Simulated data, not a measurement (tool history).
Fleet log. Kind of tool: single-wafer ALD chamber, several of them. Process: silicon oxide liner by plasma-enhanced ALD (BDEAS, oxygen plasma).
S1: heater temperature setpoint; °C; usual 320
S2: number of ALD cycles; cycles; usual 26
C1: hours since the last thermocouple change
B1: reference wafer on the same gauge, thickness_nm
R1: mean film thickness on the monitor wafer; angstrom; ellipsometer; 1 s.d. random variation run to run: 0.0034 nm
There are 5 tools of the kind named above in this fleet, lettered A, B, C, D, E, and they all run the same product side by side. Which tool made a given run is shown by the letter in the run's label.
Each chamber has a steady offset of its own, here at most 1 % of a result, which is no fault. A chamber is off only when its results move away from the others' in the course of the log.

run 1E hour=13.5 | S1=320 S2=26 | C1=918.2 | B1=2.01 | R1=23.304
run 2C hour=23.6 | S1=320 S2=26 | C1=1854.1 | B1=2.0106 | R1=23.668
run 3A hour=31 | S1=320 S2=26 | C1=1519.8 | B1=2.0099 | R1=23.586
run 4B hour=42.5 | S1=320 S2=26 | C1=1183.3 | B1=2.0108 | R1=23.727
run 5D hour=56.5 | S1=320 S2=26 | C1=2439.4 | B1=2.0116 | R1=23.684
run 6C hour=66 | S1=320 S2=26 | C1=1896.5 | B1=2.0126 | R1=23.696
run 7E hour=78.7 | S1=312 S2=26 | C1=983.4 | B1=2.0125 | R1=23.613
run 8B hour=88.5 | S1=312 S2=26 | C1=1229.3 | B1=2.0132 | R1=24.038
run 9D hour=100.5 | S1=312 S2=26 | C1=2483.4 | B1=2.0122 | R1=24.047
run 10A hour=107.5 | S1=312 S2=26 | C1=1596.3 | B1=2.0132 | R1=23.822
run 11B hour=117 | S1=312 S2=26 | C1=1257.8 | B1=2.0138 | R1=23.99
run 12A hour=126.6 | S1=320 S2=26 | C1=1615.4 | B1=2.0145 | R1=23.555
run 13D hour=136.9 | S1=320 S2=26 | C1=2519.8 | B1=2.0149 | R1=23.781
run 14C hour=143.4 | S1=320 S2=26 | C1=1973.9 | B1=2.0146 | R1=23.671
run 15E hour=153.2 | S1=320 S2=26 | C1=1057.9 | B1=2.0146 | R1=23.37
run 16B hour=164 | S1=320 S2=26 | C1=1304.8 | B1=2.0152 | R1=23.749
run 17C hour=175 | S1=320 S2=26 | C1=2005.5 | B1=2.0159 | R1=23.78
run 18D hour=183.3 | S1=320 S2=26 | C1=2566.2 | B1=2.0159 | R1=23.741
run 19A hour=190.6 | S1=334 S2=22 | C1=1679.4 | B1=2.0157 | R1=19.525
run 20E hour=203.9 | S1=334 S2=22 | C1=1108.6 | B1=2.0164 | R1=19.41
-- hour=209.4 chamber B: thermocouple changed; heater temperature recalibrated
run 21A hour=216.6 | S1=334 S2=22 | C1=1705.4 | B1=2.0166 | R1=19.581
run 22B hour=225.6 | S1=334 S2=22 | C1=16.2 | B1=2.0169 | R1=19.724
run 23C hour=238.6 | S1=334 S2=22 | C1=2069.1 | B1=2.0177 | R1=19.655
run 24E hour=246 | S1=320 S2=26 | C1=1150.7 | B1=2.0186 | R1=23.428
run 25D hour=260.2 | S1=320 S2=26 | C1=2643.1 | B1=2.0187 | R1=23.741
run 26E hour=273 | S1=320 S2=26 | C1=1177.7 | B1=2.0183 | R1=23.396
run 27B hour=287 | S1=320 S2=26 | C1=77.6 | B1=2.0185 | R1=23.828
run 28C hour=294.8 | S1=320 S2=26 | C1=2125.3 | B1=2.0192 | R1=23.728
run 29D hour=307.9 | S1=320 S2=26 | C1=2690.8 | B1=2.0206 | R1=23.858
run 30A hour=320.6 | S1=320 S2=26 | C1=1809.4 | B1=2.0197 | R1=23.64
run 31B hour=332.9 | S1=320 S2=26 | C1=123.5 | B1=2.0208 | R1=23.797
run 32D hour=340.7 | S1=320 S2=26 | C1=2723.6 | B1=2.0216 | R1=23.789
run 33E hour=352.8 | S1=320 S2=26 | C1=1257.5 | B1=2.0214 | R1=23.424
run 34C hour=365.1 | S1=320 S2=26 | C1=2195.6 | B1=2.0217 | R1=23.786

Each of the 5 chambers runs these same settings next. Fill in every chamber's results:
run 35A hour=375.6 | S1=320 S2=23 | R1=?
run 35B hour=375.6 | S1=320 S2=23 | R1=?
run 35C hour=375.6 | S1=320 S2=23 | R1=?
run 35D hour=375.6 | S1=320 S2=23 | R1=?
run 35E hour=375.6 | S1=320 S2=23 | R1=?

run=35A R1=20.929
run=35B R1=21.055
run=35C R1=21.031
run=35D R1=21.063
run=35E R1=20.741
